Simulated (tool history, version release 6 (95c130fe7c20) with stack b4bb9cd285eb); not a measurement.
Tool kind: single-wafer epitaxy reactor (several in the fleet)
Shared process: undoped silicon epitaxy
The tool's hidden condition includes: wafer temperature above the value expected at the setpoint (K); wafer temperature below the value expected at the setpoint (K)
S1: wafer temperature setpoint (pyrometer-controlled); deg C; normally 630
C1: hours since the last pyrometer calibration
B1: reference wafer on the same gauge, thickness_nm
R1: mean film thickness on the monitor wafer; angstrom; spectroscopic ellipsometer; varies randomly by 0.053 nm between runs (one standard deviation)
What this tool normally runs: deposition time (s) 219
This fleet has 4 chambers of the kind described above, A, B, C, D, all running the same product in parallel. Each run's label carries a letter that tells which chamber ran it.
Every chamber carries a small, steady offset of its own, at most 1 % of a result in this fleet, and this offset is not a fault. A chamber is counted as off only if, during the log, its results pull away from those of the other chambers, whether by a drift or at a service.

run 1C hour=4.2 | S1=630 deposition_time_(s)=219 | C1=1106.6 | B1=25.690 | R1=233.91
run 2D hour=10.3 | S1=630 deposition_time_(s)=219 | C1=979.9 | B1=25.696 | R1=234.88
run 3A hour=15.4 | S1=630 deposition_time_(s)=219 | C1=2934.0 | B1=25.686 | R1=233.71
run 4B hour=19.8 | S1=630 deposition_time_(s)=219 | C1=1475.6 | B1=25.688 | R1=235.30
run 5D hour=25.4 | S1=630 deposition_time_(s)=219 | C1=995.0 | B1=25.713 | R1=235.13
run 6A hour=29.8 | S1=630 deposition_time_(s)=219 | C1=2948.4 | B1=25.714 | R1=233.47
run 7B hour=36.0 | S1=630 deposition_time_(s)=219 | C1=1491.8 | B1=25.697 | R1=236.46
run 8C hour=41.3 | S1=630 deposition_time_(s)=219 | C1=1143.7 | B1=25.706 | R1=234.90
run 9D hour=46.4 | S1=634 deposition_time_(s)=205 | C1=1016.0 | B1=25.699 | R1=240.26
run 10A hour=49.5 | S1=634 deposition_time_(s)=205 | C1=2968.1 | B1=25.687 | R1=238.68
run 11B hour=54.0 | S1=634 deposition_time_(s)=205 | C1=1509.8 | B1=25.693 | R1=241.86
run 12C hour=59.8 | S1=634 deposition_time_(s)=205 | C1=1162.2 | B1=25.688 | R1=240.12
run 13B hour=64.1 | S1=630 deposition_time_(s)=219 | C1=1519.9 | B1=25.694 | R1=235.85
run 14D hour=67.7 | S1=638 deposition_time_(s)=219 | C1=1037.3 | B1=25.693 | R1=280.83
run 15A hour=72.6 | S1=638 deposition_time_(s)=219 | C1=2991.2 | B1=25.713 | R1=279.81
-- hour=73.2 chamber A: pyrometer calibrated
run 16C hour=78.0 | S1=638 deposition_time_(s)=219 | C1=1180.4 | B1=25.704 | R1=280.59
run 17A hour=83.7 | S1=638 deposition_time_(s)=219 | C1=10.5 | B1=25.689 | R1=288.63
run 18C hour=88.9 | S1=621 deposition_time_(s)=180 | C1=1191.3 | B1=25.704 | R1=156.66
run 19D hour=92.9 | S1=621 deposition_time_(s)=180 | C1=1062.5 | B1=25.709 | R1=157.21
run 20B hour=96.7 | S1=621 deposition_time_(s)=180 | C1=1552.5 | B1=25.696 | R1=157.39
run 21C hour=100.7 | S1=621 deposition_time_(s)=180 | C1=1203.1 | B1=25.692 | R1=156.58
run 22A hour=106.3 | S1=630 deposition_time_(s)=219 | C1=33.1 | B1=25.699 | R1=241.12
run 23B hour=109.2 | S1=630 deposition_time_(s)=219 | C1=1565.0 | B1=25.717 | R1=235.94
run 24D hour=115.7 | S1=630 deposition_time_(s)=253 | C1=1085.3 | B1=25.698 | R1=271.30
run 25A hour=121.7 | S1=630 deposition_time_(s)=253 | C1=48.5 | B1=25.693 | R1=278.43
run 26D hour=128.3 | S1=630 deposition_time_(s)=253 | C1=1097.9 | B1=25.698 | R1=271.58
run 27B hour=134.6 | S1=630 deposition_time_(s)=253 | C1=1590.4 | B1=25.715 | R1=271.15
run 28C hour=138.6 | S1=630 deposition_time_(s)=219 | C1=1241.0 | B1=25.697 | R1=234.09
run 29D hour=144.2 | S1=624 deposition_time_(s)=219 | C1=1113.8 | B1=25.697 | R1=204.57
run 30C hour=150.0 | S1=624 deposition_time_(s)=219 | C1=1252.4 | B1=25.699 | R1=204.16
run 31A hour=154.3 | S1=624 deposition_time_(s)=219 | C1=81.1 | B1=25.704 | R1=210.78
run 32B hour=160.9 | S1=624 deposition_time_(s)=219 | C1=1616.7 | B1=25.697 | R1=205.90
run 33C hour=165.7 | S1=630 deposition_time_(s)=219 | C1=1268.1 | B1=25.699 | R1=234.60
run 34A hour=169.1 | S1=630 deposition_time_(s)=219 | C1=95.9 | B1=25.703 | R1=241.49
run 35D hour=173.1 | S1=643 deposition_time_(s)=240 | C1=1142.7 | B1=25.692 | R1=345.13
run 36B hour=179.0 | S1=643 deposition_time_(s)=240 | C1=1634.8 | B1=25.701 | R1=346.96

What goes on in this fleet: one chamber off, a drifting gauge, or nothing beyond the chambers' own small offsets? Name the chamber and the cause, if any.

A service left chamber A off against the others.
Cause: wafer temperature above the value expected at the setpoint (K) = 1.36.

Chamber A could run next with any of the 4 candidate recipes listed below; each alters the usual settings, and their results appear as question marks. Which one brings its results back in line with what the other chambers deliver on the usual settings?
In line means no further than this from the other chambers' mean on the usual settings: R1 1.90 angstrom
run 37A-1 hour=183.8 | S1=632 deposition_time_(s)=219 | R1=?
run 37A-2 hour=183.8 | S1=628 deposition_time_(s)=219 | R1=?
run 37A-3 hour=183.8 | S1=631 deposition_time_(s)=220 | R1=?
run 37A-4 hour=183.8 | S1=629 deposition_time_(s)=219 | R1=?

The mean the other chambers reach with the usual settings: R1 235.07 angstrom
run=37A-1 R1=252.33
run=37A-2 R1=230.37
run=37A-3 R1=247.79
run=37A-4 R1=235.69
The answer is 37A-4, which returns the chamber to within the allowed miss of the others.
